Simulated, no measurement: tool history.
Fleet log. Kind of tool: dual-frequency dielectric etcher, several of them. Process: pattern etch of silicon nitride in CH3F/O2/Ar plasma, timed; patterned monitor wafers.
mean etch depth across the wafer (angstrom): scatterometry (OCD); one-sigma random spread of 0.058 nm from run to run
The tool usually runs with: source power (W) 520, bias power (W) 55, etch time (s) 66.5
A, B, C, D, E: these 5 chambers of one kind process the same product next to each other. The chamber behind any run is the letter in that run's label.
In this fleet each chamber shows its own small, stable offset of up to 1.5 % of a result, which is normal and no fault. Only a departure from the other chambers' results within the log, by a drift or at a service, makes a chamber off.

run   hour  source power (W)  bias power (W)  etch time (s)  read-back reference wafer on the same gauge, depth_nm  mean etch depth across the wafer (angstrom)
 1D    2.8               520              55           66.5                                                 53.102                                       472.22
 2A    7.5               520              55           66.5                                                 53.117                                       477.07
 3C   10.4               520              55           66.5                                                 53.102                                       468.99
 4B   16.2               520              55           66.5                                                 53.122                                       473.02
 5E   18.9               520              55           66.5                                                 53.123                                       475.60
 6E   21.9               520              67           66.5                                                 53.131                                       506.63
 7B   25.8               520              67           66.5                                                 53.127                                       505.79
 8A   28.4               520              67           66.5                                                 53.136                                       508.46
 9C   32.3               520              67           66.5                                                 53.139                                       502.04
10D   36.2               520              67           66.5                                                 53.154                                       504.40
      37.9  -- chamber C: source power generator calibrated
11D   41.6               520              55           66.5                                                 53.158                                       473.63
12A   46.5               520              55           66.5                                                 53.181                                       477.11
13E   50.9               520              55           66.5                                                 53.185                                       476.54
14C   54.4               520              51           84.5                                                 53.194                                       584.12
15B   59.3               520              51           84.5                                                 53.169                                       589.37
16A   65.1               520              51           84.5                                                 53.201                                       593.70
17B   68.1               520              51           84.5                                                 53.199                                       588.28
18E   73.2               520              51           84.5                                                 53.214                                       590.39
19C   77.7               520              55           66.5                                                 53.204                                       471.32
20D   82.4               520              55           85.5                                                 53.238                                       609.41
21C   88.1               520              55           85.5                                                 53.228                                       604.56
22B   93.7               520              55           85.5                                                 53.229                                       610.33
      94.5  -- chamber E: wet clean of the chamber
23E   97.9               520              55           85.5                                                 53.238                                       612.18
24A  102.8               520              55           85.5                                                 53.253                                       615.01
25D  106.5               520              55           66.5                                                 53.259                                       474.37
26A  111.5               520              55           66.5                                                 53.249                                       477.66
27B  115.5               520              55           66.5                                                 53.256                                       475.26
28C  118.4               520              55           66.5                                                 53.285                                       470.29
29D  123.5               520              55           66.5                                                 53.287                                       475.12
30E  128.2               520              55           66.5                                                 53.287                                       477.04
     132.5  -- chamber D: wet clean of the chamber
31D  134.0               590              67           66.5                                                 53.292                                       529.49
32A  137.0               590              67           66.5                                                 53.309                                       534.61
33B  139.8               590              67           66.5                                                 53.312                                       531.16
34C  143.3               590              67           66.5                                                 53.306                                       527.47
35E  148.1               590              67           66.5                                                 53.314                                       533.00
36E  151.2               520              55           66.5                                                 53.309                                       476.95
37B  153.7               520              55           66.5                                                 53.333                                       474.89
38A  158.2               520              55           66.5                                                 53.321                                       478.62
39C  163.8               520              55           66.5                                                 53.330                                       471.51
40D  167.5               520              55           66.5                                                 53.342                                       474.98
41B  171.5               520              55           66.5                                                 53.335                                       475.50
42D  174.6               520              55           66.5                                                 53.345                                       475.99
43A  178.4               420              47           66.5                                                 53.358                                       418.53

What goes on in this fleet: one chamber off, a drifting gauge, or nothing beyond the chambers' own small offsets? Name the chamber and the cause, if any.

No chamber is off; the gauge reading every chamber's wafers drifts, which makes the whole fleet appear to move together.
Most likely cause: gauge reads high (%) = 0.5.
